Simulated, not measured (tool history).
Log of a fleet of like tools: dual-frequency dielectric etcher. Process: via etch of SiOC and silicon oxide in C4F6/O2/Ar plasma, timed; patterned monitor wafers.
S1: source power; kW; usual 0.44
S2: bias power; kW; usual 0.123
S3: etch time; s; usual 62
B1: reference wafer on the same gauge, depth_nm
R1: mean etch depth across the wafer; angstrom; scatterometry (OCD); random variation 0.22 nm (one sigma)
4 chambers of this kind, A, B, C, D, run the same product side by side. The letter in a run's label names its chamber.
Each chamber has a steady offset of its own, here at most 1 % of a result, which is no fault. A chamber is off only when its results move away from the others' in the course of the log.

run	hour	S1	S2	S3	B1	R1
1B	7.8	0.44	0.123	62	72.296	648.14
2C	21.5	0.44	0.123	62	72.296	651.15
# hour 27.9: chamber A: wet clean of the chamber
3D	34.5	0.44	0.123	62	72.264	649.76
4A	49.4	0.44	0.123	62	72.271	652.54
5B	62.6	0.44	0.123	62	72.283	647.12
6C	75.1	0.44	0.123	62	72.279	647.96
7A	82.1	0.44	0.123	62	72.311	648.37
8D	90.6	0.44	0.123	62	72.249	654.23
9A	99.5	0.44	0.123	62	72.368	645.41
10C	106.7	0.44	0.123	62	72.307	646.48
11D	116.6	0.4	0.123	46.5	72.233	472.72
12B	124.6	0.4	0.123	46.5	72.282	467.82
13B	136.8	0.4	0.123	46.5	72.388	468.2
# hour 143.1: chamber C: source power generator calibrated
14C	146.5	0.4	0.123	46.5	72.374	469.43
# hour 152.9: chamber B: source power generator calibrated
15D	154.3	0.44	0.123	62	72.311	653.27
16A	166.4	0.44	0.123	62	72.283	648.35
17A	181.9	0.44	0.123	62	72.32	645.04
18C	195.7	0.44	0.123	62	72.328	649.75
19D	210.4	0.44	0.123	62	72.283	651.98
20B	223	0.44	0.147	62	72.289	684.47
21B	237.5	0.44	0.147	62	72.205	682.78
# hour 252.8: chamber C: wet clean of the chamber
22C	253.6	0.44	0.147	62	72.31	684.18
23A	264.4	0.44	0.147	62	72.263	683.04
24D	271.8	0.44	0.123	62	72.302	647.64
25C	284	0.44	0.123	62	72.361	651.7
26A	295.4	0.44	0.123	62	72.307	642.18
27D	307.6	0.44	0.123	62	72.301	649.92
# hour 317.5: chamber B: wet clean of the chamber
28B	322.2	0.44	0.123	62	72.301	631.19
29C	337.7	0.48	0.123	76.5	72.296	829.15
# hour 338.6: chamber D: wet clean of the chamber
30D	347.4	0.48	0.123	76.5	72.321	831.98
31A	361.5	0.48	0.123	76.5	72.291	826.59
32B	370.4	0.48	0.123	76.5	72.324	806.51
33B	383.8	0.44	0.123	62	72.35	627.54
34A	395.4	0.44	0.123	62	72.362	650.69
35D	411.5	0.44	0.123	62	72.28	654.8
36C	425.8	0.44	0.123	62	72.348	650.85
# hour 437.9: chamber A: wet clean of the chamber
37C	440.4	0.44	0.123	62	72.297	648.81
38B	448.9	0.44	0.123	62	72.264	629.96
39A	464.7	0.44	0.123	62	72.321	650.34
40D	480.1	0.44	0.123	62	72.331	652.49
41D	495.2	0.48	0.142	62	72.278	702.4
42A	506.3	0.48	0.142	62	72.31	697.69
43B	516	0.48	0.142	62	72.289	682.5
44C	523.2	0.48	0.142	62	72.296	698.94

What goes on in this fleet: one chamber off, a drifting gauge, or nothing beyond the chambers' own small offsets? Name the chamber and the cause, if any.

A service left chamber B off against the others.
Cause: etch rate under this chamber's usual, % = 2.53.

Here are 4 candidates for chamber B's next run, each the usual settings with a change, their results left as question marks. Which one brings its results back in line with what the others give on the usual settings?
In line means no further than this from the other chambers' mean on the usual settings: R1 7.8 angstrom
45B-1	534.7	0.44	0.102	62		?
45B-2	534.7	0.44	0.122	60.5		?
45B-3	534.7	0.45	0.124	64.5		?
45B-4	534.7	0.44	0.124	63.5		?

The other chambers' mean on the usual settings: R1 649.57 angstrom
run	R1
45B-1	599.28
45B-2	615.35
45B-3	665.16
45B-4	648.94
45B-4 brings the chamber back in line.
